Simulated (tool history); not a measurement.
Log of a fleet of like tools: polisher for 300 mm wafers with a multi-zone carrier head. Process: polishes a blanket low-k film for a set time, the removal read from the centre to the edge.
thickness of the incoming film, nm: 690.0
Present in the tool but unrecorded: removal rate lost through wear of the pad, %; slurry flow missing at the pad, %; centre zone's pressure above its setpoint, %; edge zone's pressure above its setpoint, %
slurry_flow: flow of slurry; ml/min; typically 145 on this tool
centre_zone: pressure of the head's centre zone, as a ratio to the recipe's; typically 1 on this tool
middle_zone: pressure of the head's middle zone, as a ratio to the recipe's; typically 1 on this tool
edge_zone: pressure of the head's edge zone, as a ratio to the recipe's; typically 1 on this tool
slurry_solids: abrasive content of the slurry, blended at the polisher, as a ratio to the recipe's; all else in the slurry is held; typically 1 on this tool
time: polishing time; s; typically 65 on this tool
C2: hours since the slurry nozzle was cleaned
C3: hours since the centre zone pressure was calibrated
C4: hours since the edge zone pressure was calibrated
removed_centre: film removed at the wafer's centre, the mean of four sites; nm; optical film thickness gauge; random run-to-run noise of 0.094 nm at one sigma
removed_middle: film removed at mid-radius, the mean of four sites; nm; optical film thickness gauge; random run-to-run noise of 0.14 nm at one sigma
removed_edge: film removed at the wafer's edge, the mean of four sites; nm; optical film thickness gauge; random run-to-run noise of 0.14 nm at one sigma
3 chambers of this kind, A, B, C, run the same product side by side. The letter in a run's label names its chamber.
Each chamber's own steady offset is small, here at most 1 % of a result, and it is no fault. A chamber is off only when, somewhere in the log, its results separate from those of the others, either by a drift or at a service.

run 1B hour=4.7 | slurry_flow=145 centre_zone=1 middle_zone=1 edge_zone=1 slurry_solids=1 time=65 | wafers_polished_on_this_pad=1322 C2=660 C3=1179.1 C4=279.7 | removed_centre=12.922 removed_middle=12.581 removed_edge=12.865
-- hour=6.7 chamber B: worn pad replaced by a new one
run 2A hour=7.9 | slurry_flow=145 centre_zone=1 middle_zone=1 edge_zone=1 slurry_solids=1 time=65 | wafers_polished_on_this_pad=376 C2=401.1 C3=459.6 C4=1182.7 | removed_centre=12.958 removed_middle=13.051 removed_edge=13.183
run 3C hour=11.1 | slurry_flow=145 centre_zone=1 middle_zone=1 edge_zone=1 slurry_solids=1 time=65 | wafers_polished_on_this_pad=495 C2=266.5 C3=183.8 C4=90.3 | removed_centre=12.927 removed_middle=13 removed_edge=12.837
run 4A hour=16.9 | slurry_flow=145 centre_zone=1 middle_zone=1 edge_zone=1 slurry_solids=1 time=65 | wafers_polished_on_this_pad=463 C2=410.1 C3=468.6 C4=1191.7 | removed_centre=12.818 removed_middle=12.944 removed_edge=13.102
run 5C hour=22.2 | slurry_flow=145 centre_zone=1 middle_zone=1 edge_zone=1 slurry_solids=1 time=65 | wafers_polished_on_this_pad=601 C2=277.6 C3=194.9 C4=101.4 | removed_centre=12.686 removed_middle=12.608 removed_edge=12.84
run 6B hour=27.2 | slurry_flow=145 centre_zone=1 middle_zone=1 edge_zone=1 slurry_solids=1 time=65 | wafers_polished_on_this_pad=197 C2=682.5 C3=1201.6 C4=302.2 | removed_centre=13.161 removed_middle=12.721 removed_edge=13.015
-- hour=27.8 chamber C: worn pad replaced by a new one
run 7C hour=31.8 | slurry_flow=145 centre_zone=1 middle_zone=1 edge_zone=1 slurry_solids=1 time=65 | wafers_polished_on_this_pad=39 C2=287.2 C3=204.5 C4=111 | removed_centre=12.834 removed_middle=13.112 removed_edge=12.571
run 8A hour=35.5 | slurry_flow=145 centre_zone=1 middle_zone=1 edge_zone=1 slurry_solids=1 time=65 | wafers_polished_on_this_pad=642 C2=428.7 C3=487.2 C4=1210.3 | removed_centre=12.857 removed_middle=13.072 removed_edge=12.879
run 9B hour=40.3 | slurry_flow=145 centre_zone=1 middle_zone=1 edge_zone=1 slurry_solids=1 time=65 | wafers_polished_on_this_pad=323 C2=695.6 C3=1214.7 C4=315.3 | removed_centre=13.091 removed_middle=12.764 removed_edge=12.897
run 10A hour=44.2 | slurry_flow=145 centre_zone=1 middle_zone=1 edge_zone=1 slurry_solids=1 time=65 | wafers_polished_on_this_pad=725 C2=437.4 C3=495.9 C4=1219 | removed_centre=13.067 removed_middle=12.856 removed_edge=13.095
run 11B hour=50 | slurry_flow=145 centre_zone=1 middle_zone=1 edge_zone=1 slurry_solids=1 time=65 | wafers_polished_on_this_pad=417 C2=705.3 C3=1224.4 C4=325 | removed_centre=13.027 removed_middle=12.928 removed_edge=12.964
run 12C hour=55.7 | slurry_flow=145 centre_zone=1 middle_zone=1 edge_zone=1 slurry_solids=1 time=65 | wafers_polished_on_this_pad=269 C2=311.1 C3=228.4 C4=134.9 | removed_centre=12.976 removed_middle=12.922 removed_edge=12.56
run 13C hour=59.5 | slurry_flow=145 centre_zone=1 middle_zone=1 edge_zone=1 slurry_solids=1 time=65 | wafers_polished_on_this_pad=305 C2=314.9 C3=232.2 C4=138.7 | removed_centre=12.86 removed_middle=13.046 removed_edge=12.816
-- hour=60.8 chamber B: centre zone pressure recalibrated
-- hour=62.2 chamber B: slurry nozzle cleaned
run 14A hour=62.6 | slurry_flow=145 centre_zone=1 middle_zone=1 edge_zone=1 slurry_solids=1 time=65 | wafers_polished_on_this_pad=903 C2=455.8 C3=514.3 C4=1237.4 | removed_centre=12.902 removed_middle=12.927 removed_edge=12.9
run 15B hour=66.8 | slurry_flow=145 centre_zone=1 middle_zone=1 edge_zone=1 slurry_solids=1 time=65 | wafers_polished_on_this_pad=578 C2=4.6 C3=6 C4=341.8 | removed_centre=13.684 removed_middle=12.752 removed_edge=12.971
run 16C hour=71.3 | slurry_flow=145 centre_zone=1 middle_zone=1 edge_zone=1 slurry_solids=1 time=65 | wafers_polished_on_this_pad=419 C2=326.7 C3=244 C4=150.5 | removed_centre=12.852 removed_middle=12.926 removed_edge=12.925
run 17B hour=75.1 | slurry_flow=145 centre_zone=1 middle_zone=1 edge_zone=1 slurry_solids=1 time=65 | wafers_polished_on_this_pad=658 C2=12.9 C3=14.3 C4=350.1 | removed_centre=13.747 removed_middle=12.468 removed_edge=12.896
run 18A hour=78.9 | slurry_flow=145 centre_zone=1 middle_zone=1 edge_zone=1 slurry_solids=1 time=65 | wafers_polished_on_this_pad=1060 C2=472.1 C3=530.6 C4=1253.7 | removed_centre=12.882 removed_middle=12.571 removed_edge=12.883
run 19C hour=83.7 | slurry_flow=145 centre_zone=1 middle_zone=1 edge_zone=1 slurry_solids=1 time=65 | wafers_polished_on_this_pad=538 C2=339.1 C3=256.4 C4=162.9 | removed_centre=12.968 removed_middle=12.951 removed_edge=12.661
-- hour=87.3 chamber A: worn pad replaced by a new one
run 20A hour=89.6 | slurry_flow=145 centre_zone=1 middle_zone=1 edge_zone=1 slurry_solids=1 time=65 | wafers_polished_on_this_pad=22 C2=482.8 C3=541.3 C4=1264.4 | removed_centre=12.707 removed_middle=12.902 removed_edge=12.767
-- hour=92.2 chamber C: worn pad replaced by a new one
run 21B hour=93.1 | slurry_flow=145 centre_zone=1 middle_zone=1 edge_zone=1 slurry_solids=1 time=65 | wafers_polished_on_this_pad=831 C2=30.9 C3=32.3 C4=368.1 | removed_centre=13.734 removed_middle=12.894 removed_edge=12.776
run 22C hour=98.7 | slurry_flow=145 centre_zone=1 middle_zone=1 edge_zone=1 slurry_solids=1 time=65 | wafers_polished_on_this_pad=63 C2=354.1 C3=271.4 C4=177.9 | removed_centre=12.769 removed_middle=12.814 removed_edge=12.932
run 23A hour=102.5 | slurry_flow=145 centre_zone=1 middle_zone=1 edge_zone=1 slurry_solids=1.2 time=65 | wafers_polished_on_this_pad=146 C2=495.7 C3=554.2 C4=1277.3 | removed_centre=13.937 removed_middle=13.814 removed_edge=13.903
run 24B hour=106 | slurry_flow=145 centre_zone=1 middle_zone=1 edge_zone=1 slurry_solids=1.2 time=65 | wafers_polished_on_this_pad=956 C2=43.8 C3=45.2 C4=381 | removed_centre=15.001 removed_middle=13.888 removed_edge=13.721
run 25B hour=108.7 | slurry_flow=145 centre_zone=1 middle_zone=1 edge_zone=1 slurry_solids=1.2 time=65 | wafers_polished_on_this_pad=982 C2=46.5 C3=47.9 C4=383.7 | removed_centre=14.936 removed_middle=13.865 removed_edge=13.997
run 26A hour=113 | slurry_flow=145 centre_zone=1 middle_zone=1 edge_zone=1 slurry_solids=1 time=65 | wafers_polished_on_this_pad=247 C2=506.2 C3=564.7 C4=1287.8 | removed_centre=12.879 removed_middle=12.738 removed_edge=12.863
run 27C hour=118.1 | slurry_flow=145 centre_zone=1 middle_zone=1 edge_zone=1 slurry_solids=1 time=65 | wafers_polished_on_this_pad=250 C2=373.5 C3=290.8 C4=197.3 | removed_centre=13.102 removed_middle=12.753 removed_edge=12.533
run 28A hour=123.9 | slurry_flow=120 centre_zone=1 middle_zone=1 edge_zone=1 slurry_solids=1 time=65 | wafers_polished_on_this_pad=352 C2=517.1 C3=575.6 C4=1298.7 | removed_centre=12.368 removed_middle=12.422 removed_edge=12.578
-- hour=126.3 chamber B: worn pad replaced by a new one
run 29B hour=129.7 | slurry_flow=120 centre_zone=1 middle_zone=1 edge_zone=1 slurry_solids=1 time=65 | wafers_polished_on_this_pad=33 C2=67.5 C3=68.9 C4=404.7 | removed_centre=13.188 removed_middle=12.362 removed_edge=12.503
run 30C hour=134.5 | slurry_flow=120 centre_zone=1 middle_zone=1 edge_zone=1 slurry_solids=1 time=65 | wafers_polished_on_this_pad=408 C2=389.9 C3=307.2 C4=213.7 | removed_centre=12.196 removed_middle=12.377 removed_edge=12.174
run 31B hour=137.2 | slurry_flow=145 centre_zone=1 middle_zone=1 edge_zone=1 slurry_solids=1 time=65 | wafers_polished_on_this_pad=105 C2=75 C3=76.4 C4=412.2 | removed_centre=13.826 removed_middle=12.504 removed_edge=12.998
run 32C hour=142 | slurry_flow=145 centre_zone=1 middle_zone=1 edge_zone=1 slurry_solids=1 time=65 | wafers_polished_on_this_pad=480 C2=397.4 C3=314.7 C4=221.2 | removed_centre=12.811 removed_middle=12.825 removed_edge=12.768
run 33A hour=147 | slurry_flow=145 centre_zone=1 middle_zone=1 edge_zone=1 slurry_solids=1 time=65 | wafers_polished_on_this_pad=574 C2=540.2 C3=598.7 C4=1321.8 | removed_centre=12.869 removed_middle=12.808 removed_edge=12.84
run 34C hour=151 | slurry_flow=145 centre_zone=1 middle_zone=1 edge_zone=1 slurry_solids=1 time=65 | wafers_polished_on_this_pad=566 C2=406.4 C3=323.7 C4=230.2 | removed_centre=12.935 removed_middle=13.18 removed_edge=12.535
-- hour=152 chamber C: worn pad replaced by a new one
run 35A hour=155.5 | slurry_flow=145 centre_zone=1 middle_zone=1 edge_zone=1 slurry_solids=1 time=65 | wafers_polished_on_this_pad=656 C2=548.7 C3=607.2 C4=1330.3 | removed_centre=12.943 removed_middle=12.649 removed_edge=12.856
run 36B hour=160.6 | slurry_flow=145 centre_zone=1 middle_zone=1 edge_zone=1 slurry_solids=1 time=65 | wafers_polished_on_this_pad=331 C2=98.4 C3=99.8 C4=435.6 | removed_centre=13.701 removed_middle=12.476 removed_edge=13.009
run 37C hour=163.7 | slurry_flow=145 centre_zone=1 middle_zone=1 edge_zone=1 slurry_solids=1 time=65 | wafers_polished_on_this_pad=112 C2=419.1 C3=336.4 C4=242.9 | removed_centre=13.023 removed_middle=12.926 removed_edge=12.707
run 38B hour=169.5 | slurry_flow=145 centre_zone=1 middle_zone=1 edge_zone=1 slurry_solids=1 time=65 | wafers_polished_on_this_pad=416 C2=107.3 C3=108.7 C4=444.5 | removed_centre=13.623 removed_middle=12.805 removed_edge=12.958
run 39A hour=173.1 | slurry_flow=145 centre_zone=1 middle_zone=1 edge_zone=1 slurry_solids=1 time=65 | wafers_polished_on_this_pad=826 C2=566.3 C3=624.8 C4=1347.9 | removed_centre=13.008 removed_middle=12.893 removed_edge=13.085
run 40C hour=177.1 | slurry_flow=145 centre_zone=1 middle_zone=1 edge_zone=1 slurry_solids=1 time=65 | wafers_polished_on_this_pad=241 C2=432.5 C3=349.8 C4=256.3 | removed_centre=13.061 removed_middle=12.96 removed_edge=12.658

Is one chamber off against the others, does the gauge drift, or is nothing wrong? If a chamber is off, say which, and what the likeliest cause is.

Chamber B has stood off from the others ever since a service on it.
Most likely cause: centre zone's pressure above its setpoint, % = 5.44.

Chamber B could run next with any of the 4 candidate recipes listed below; each alters the usual settings, and their results appear as question marks. Which one brings its results back in line with what the other chambers deliver on the usual settings?
In line means no further than this from the other chambers' mean on the usual settings: removed_centre 0.33 nm; removed_middle 0.5 nm; removed_edge 0.5 nm
run 41B-1 hour=181.5 | slurry_flow=145 centre_zone=1.02 middle_zone=0.99 edge_zone=1 slurry_solids=1 time=65 | removed_centre=? removed_middle=? removed_edge=?
run 41B-2 hour=181.5 | slurry_flow=140 centre_zone=0.95 middle_zone=1.02 edge_zone=1.01 slurry_solids=1 time=65 | removed_centre=? removed_middle=? removed_edge=?
run 41B-3 hour=181.5 | slurry_flow=150 centre_zone=1.05 middle_zone=0.98 edge_zone=0.99 slurry_solids=1 time=65 | removed_centre=? removed_middle=? removed_edge=?
run 41B-4 hour=181.5 | slurry_flow=145 centre_zone=0.98 middle_zone=1.01 edge_zone=1 slurry_solids=1 time=65 | removed_centre=? removed_middle=? removed_edge=?

Average result of the remaining chambers running the usual settings: removed_centre 12.863 nm; removed_middle 12.836 nm; removed_edge 12.837 nm
run=41B-1 removed_centre=14.076 removed_middle=12.574 removed_edge=12.924
run=41B-2 removed_centre=12.91 removed_middle=12.842 removed_edge=12.922
run=41B-3 removed_centre=14.639 removed_middle=12.536 removed_edge=12.919
run=41B-4 removed_centre=13.469 removed_middle=12.812 removed_edge=12.921
The answer is 41B-2, which returns the chamber to within the allowed miss of the others.

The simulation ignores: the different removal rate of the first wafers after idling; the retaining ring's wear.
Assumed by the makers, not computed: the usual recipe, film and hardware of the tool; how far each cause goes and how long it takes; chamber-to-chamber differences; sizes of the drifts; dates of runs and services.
